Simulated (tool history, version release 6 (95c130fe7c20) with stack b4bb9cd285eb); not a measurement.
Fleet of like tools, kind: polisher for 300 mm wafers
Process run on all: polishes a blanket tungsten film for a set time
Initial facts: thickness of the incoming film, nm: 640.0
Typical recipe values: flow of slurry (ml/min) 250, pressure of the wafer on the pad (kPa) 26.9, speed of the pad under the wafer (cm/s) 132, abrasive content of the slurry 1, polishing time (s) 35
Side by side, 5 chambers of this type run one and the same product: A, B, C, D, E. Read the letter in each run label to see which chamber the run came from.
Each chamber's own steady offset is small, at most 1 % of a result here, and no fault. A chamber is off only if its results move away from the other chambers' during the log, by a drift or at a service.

run,hour,flow of slurry (ml/min),pressure of the wafer on the pad (kPa),speed of the pad under the wafer (cm/s),abrasive content of the slurry,polishing time (s),wafers polished on this pad,hours since the slurry nozzle was cleaned,hours since the head pressure was calibrated,hours since the slurry blender was calibrated,hours since the slurry got fresh peroxide,film removed (nm)
# hour 0.8: chamber B: worn pad replaced by a new one
# hour 2.4: chamber C: slurry tank refilled with fresh slurry and peroxide
1C,8.9,250,26.9,132,1,35,734,541.6,402.9,65.4,6.5,199.43
2A,23.6,250,26.9,132,1,35,789,593.5,281.4,387,92.5,199.16
# hour 33.5: chamber C: worn pad replaced by a new one
3E,36.8,250,26.9,132,1,35,1392,54.7,1070.3,278,51.3,198.35
# hour 37.1: chamber B: head pressure recalibrated
# hour 42.9: chamber E: head pressure recalibrated
# hour 44: chamber B: slurry tank refilled with fresh slurry and peroxide
4B,48.5,250,26.9,132,1,35,655,433.4,11.5,50.9,4.6,198.75
# hour 55.2: chamber A: slurry blender recalibrated
# hour 56.9: chamber A: worn pad replaced by a new one
5D,61.2,250,26.9,132,1,35,1206,200.1,237.2,135.3,173.7,196.05
# hour 63.3: chamber D: slurry tank refilled with fresh slurry and peroxide
# hour 66.5: chamber D: worn pad replaced by a new one
# hour 70.5: chamber A: slurry tank refilled with fresh slurry and peroxide
6C,75.8,250,26.9,132,1,35,581,608.5,469.8,132.3,73.4,198.8
# hour 77: chamber E: slurry tank refilled with fresh slurry and peroxide
7B,82.5,250,26.9,132,1,35,1121,467.4,45.5,84.9,38.6,198.12
8E,94.8,250,26.9,132,1,35,2187,112.7,52,336,17.9,199.76
# hour 106: chamber B: worn pad replaced by a new one
9D,106.7,250,26.9,132,1,35,551,245.6,282.7,180.8,43.4,197.05
# hour 116.3: chamber C: worn pad replaced by a new one
10A,121.1,250,26.9,132,1,35,880,691,378.9,65.9,50.6,202.15
# hour 124: chamber B: slurry tank refilled with fresh slurry and peroxide
# hour 126.9: chamber A: worn pad replaced by a new one
11A,135.3,250,26.9,132,1,35,116,705.2,393.1,80.1,64.8,200.43
# hour 137.4: chamber D: slurry nozzle cleaned
# hour 138.3: chamber D: slurry blender recalibrated
12B,149.2,250,26.9,132,1,35,593,534.1,112.2,151.6,25.3,198.85
13C,160.4,250,26.9,132,1,35,605,693.1,554.4,216.9,158,199.65
# hour 162.7: chamber E: slurry tank refilled with fresh slurry and peroxide
# hour 162.9: chamber A: slurry nozzle cleaned
# hour 166.2: chamber C: slurry blender recalibrated
# hour 167.1: chamber E: slurry blender recalibrated
14E,172.4,250,26.9,132,1,35,3251,190.3,129.6,5.4,9.8,196.21
# hour 172.8: chamber C: slurry tank refilled with fresh slurry and peroxide
# hour 173.1: chamber D: worn pad replaced by a new one
# hour 185.6: chamber C: slurry nozzle cleaned
15D,186.8,250,26.9,132,1,35,188,49.5,362.8,48.5,123.5,195.27
# hour 188.9: chamber B: slurry nozzle cleaned
# hour 193.4: chamber B: worn pad replaced by a new one
16E,200.4,250,26.9,132,1,35,3635,218.3,157.6,33.4,37.8,196.36
# hour 204.5: chamber C: worn pad replaced by a new one
# hour 206.8: chamber B: slurry tank refilled with fresh slurry and peroxide
# hour 212.5: chamber A: worn pad replaced by a new one
17D,215.1,250,26.9,132,1,35,576,77.8,391.1,76.8,151.8,196.11
18B,223.5,250,26.9,132,1,35,413,34.7,186.5,225.9,16.8,197.72
# hour 226.6: chamber A: slurry tank refilled with fresh slurry and peroxide
# hour 235.9: chamber E: slurry tank refilled with fresh slurry and peroxide
19C,236.9,250,26.9,132,1,35,445,51.4,630.9,70.7,64.1,196.34
20A,245.1,250,26.9,132,1,35,448,82.2,502.9,189.9,18.6,201.61
21B,252.1,250,26.9,132,0.9,35,805,63.3,215.1,254.5,45.4,193.05
# hour 254.3: chamber D: slurry tank refilled with fresh slurry and peroxide
22A,263.8,250,26.9,132,0.9,35,704,100.9,521.6,208.6,37.3,194.42
# hour 273: chamber D: worn pad replaced by a new one
23D,278.5,250,26.9,132,0.9,35,75,141.2,454.5,140.2,24.2,193.93
# hour 288: chamber C: head pressure recalibrated
24E,289.6,250,26.9,132,0.9,35,4858,307.5,246.8,122.6,53.8,186.74
# hour 290.8: chamber C: worn pad replaced by a new one
# hour 293.5: chamber A: worn pad replaced by a new one
# hour 297.1: chamber B: slurry tank refilled with fresh slurry and peroxide
25C,298.2,250,26.9,132,0.9,35,101,112.7,10.3,132,125.4,190.29
# hour 299.4: chamber B: worn pad replaced by a new one
26A,310.7,250,26.9,132,1,35,236,147.8,568.5,255.5,84.2,198.05
# hour 313.8: chamber E: slurry tank refilled with fresh slurry and peroxide
27B,320.6,250,26.9,132,1,35,291,131.8,283.6,323,23.5,197.91
# hour 323: chamber C: slurry tank refilled with fresh slurry and peroxide
28E,330.2,250,26.9,132,1,35,5415,348.1,287.4,163.2,16.4,189.98
29C,337.4,250,26.9,132,1,35,639,151.9,49.5,171.2,14.4,197.65
30D,349.8,250,26.9,132,1,35,1053,212.5,525.8,211.5,95.5,195.12
31A,356.9,250,26.9,132,1,35,870,194,614.7,301.7,130.4,202.01
# hour 357.9: chamber D: slurry blender recalibrated
# hour 366.6: chamber B: slurry tank refilled with fresh slurry and peroxide
32D,367.1,250,26.9,132,1,35,1290,229.8,543.1,9.2,112.8,195.37
# hour 371: chamber C: worn pad replaced by a new one
33B,374.3,250,26.9,132,1,35,1028,185.5,337.3,376.7,7.7,200.91
# hour 379.2: chamber B: worn pad replaced by a new one
34C,382,250,26.9,132,1,35,152,196.5,94.1,215.8,59,196.67
35E,395,250,26.9,132,1,35,6304,412.9,352.2,228,81.2,188.6
36B,402.8,250,26.9,132,1,35,324,214,365.8,405.2,36.2,196.98

Each of the 5 chambers runs these same settings next. Fill in every chamber's results:
37A,413.5,250,26.9,132,1,35,,,,,,?
37B,413.5,250,26.9,132,1,35,,,,,,?
37C,413.5,250,26.9,132,1,35,,,,,,?
37D,413.5,250,26.9,132,1,35,,,,,,?
37E,413.5,250,26.9,132,1,35,,,,,,?

run,film removed (nm)
37A,198.7
37B,198.65
37C,198.98
37D,195.82
37E,186.4

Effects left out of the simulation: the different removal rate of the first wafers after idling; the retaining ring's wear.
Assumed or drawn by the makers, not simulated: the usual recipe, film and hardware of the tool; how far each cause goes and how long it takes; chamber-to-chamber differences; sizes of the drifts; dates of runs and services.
